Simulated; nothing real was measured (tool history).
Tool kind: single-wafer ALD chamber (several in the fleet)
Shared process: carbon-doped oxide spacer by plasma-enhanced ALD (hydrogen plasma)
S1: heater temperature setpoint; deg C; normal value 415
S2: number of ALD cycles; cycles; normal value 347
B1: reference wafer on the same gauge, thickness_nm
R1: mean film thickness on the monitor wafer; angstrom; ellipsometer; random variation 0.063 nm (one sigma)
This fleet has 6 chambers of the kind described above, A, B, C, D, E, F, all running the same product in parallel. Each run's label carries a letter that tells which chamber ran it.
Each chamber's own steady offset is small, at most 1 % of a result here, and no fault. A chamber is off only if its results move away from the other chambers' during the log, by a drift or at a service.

| run | day | S1 | S2 | B1 | R1 |
|---|---|---|---|---|---|
| 1C | 0.275 | 415 | 347 | 18.905 | 165.33 |
| 2D | 0.504 | 415 | 347 | 18.872 | 164.75 |
| 3B | 0.675 | 415 | 347 | 18.889 | 165.19 |
| 4E | 0.925 | 415 | 347 | 18.892 | 166.42 |
| 5A | 1.188 | 415 | 347 | 18.888 | 164.22 |
| 6F | 1.350 | 415 | 347 | 18.874 | 165.34 |
| 7D | 1.546 | 415 | 347 | 18.900 | 165.49 |
| 8E | 1.829 | 415 | 347 | 18.893 | 166.44 |
| 9B | 2.133 | 415 | 347 | 18.910 | 164.95 |
| 10F | 2.421 | 415 | 347 | 18.904 | 165.83 |
| 11C | 2.558 | 415 | 347 | 18.903 | 165.51 |
| 12A | 2.700 | 415 | 402 | 18.907 | 190.83 |
| 13C | 3.012 | 415 | 402 | 18.932 | 190.71 |
| 14A | 3.308 | 415 | 402 | 18.916 | 191.32 |
| 15D | 3.542 | 415 | 402 | 18.894 | 191.72 |
| 16B | 3.692 | 415 | 402 | 18.898 | 192.74 |
| 17F | 3.917 | 415 | 402 | 18.891 | 190.76 |
| 18E | 4.100 | 415 | 347 | 18.898 | 167.36 |
| 19F | 4.396 | 415 | 347 | 18.885 | 164.93 |
| 20D | 4.662 | 415 | 347 | 18.901 | 166.09 |
| 21A | 4.846 | 415 | 347 | 18.896 | 164.42 |
| 22E | 5.154 | 415 | 347 | 18.908 | 167.78 |
| 23B | 5.375 | 410 | 347 | 18.897 | 167.76 |
| 24C | 5.658 | 410 | 347 | 18.895 | 167.75 |
| 25F | 5.871 | 410 | 347 | 18.907 | 167.41 |
| 26B | 6.171 | 410 | 347 | 18.905 | 167.96 |
| 27D | 6.329 | 410 | 347 | 18.902 | 167.65 |
| 28C | 6.612 | 410 | 347 | 18.882 | 167.48 |
| 29A | 6.904 | 415 | 347 | 18.891 | 164.42 |
| 30E | 7.046 | 415 | 347 | 18.901 | 165.73 |
| 31B | 7.275 | 415 | 347 | 18.882 | 166.71 |
| 32E | 7.542 | 415 | 347 | 18.919 | 166.67 |
| 33D | 7.700 | 415 | 347 | 18.883 | 165.50 |
| 34C | 7.896 | 415 | 347 | 18.896 | 164.49 |
| 35F | 8.067 | 415 | 347 | 18.898 | 165.80 |
| 36A | 8.217 | 415 | 347 | 18.925 | 164.64 |
| 37A | 8.367 | 415 | 290 | 18.903 | 137.83 |
| 38B | 8.571 | 415 | 290 | 18.900 | 137.97 |

For the next run the whole fleet of 6 chambers uses the same settings. Give each chamber's results:
| 39A | 8.796 | 415 | 347 |  | ? |
| 39B | 8.796 | 415 | 347 |  | ? |
| 39C | 8.796 | 415 | 347 |  | ? |
| 39D | 8.796 | 415 | 347 |  | ? |
| 39E | 8.796 | 415 | 347 |  | ? |
| 39F | 8.796 | 415 | 347 |  | ? |

| run | R1 |
|---|---|
| 39A | 163.99 |
| 39B | 165.60 |
| 39C | 165.96 |
| 39D | 165.20 |
| 39E | 166.71 |
| 39F | 165.32 |
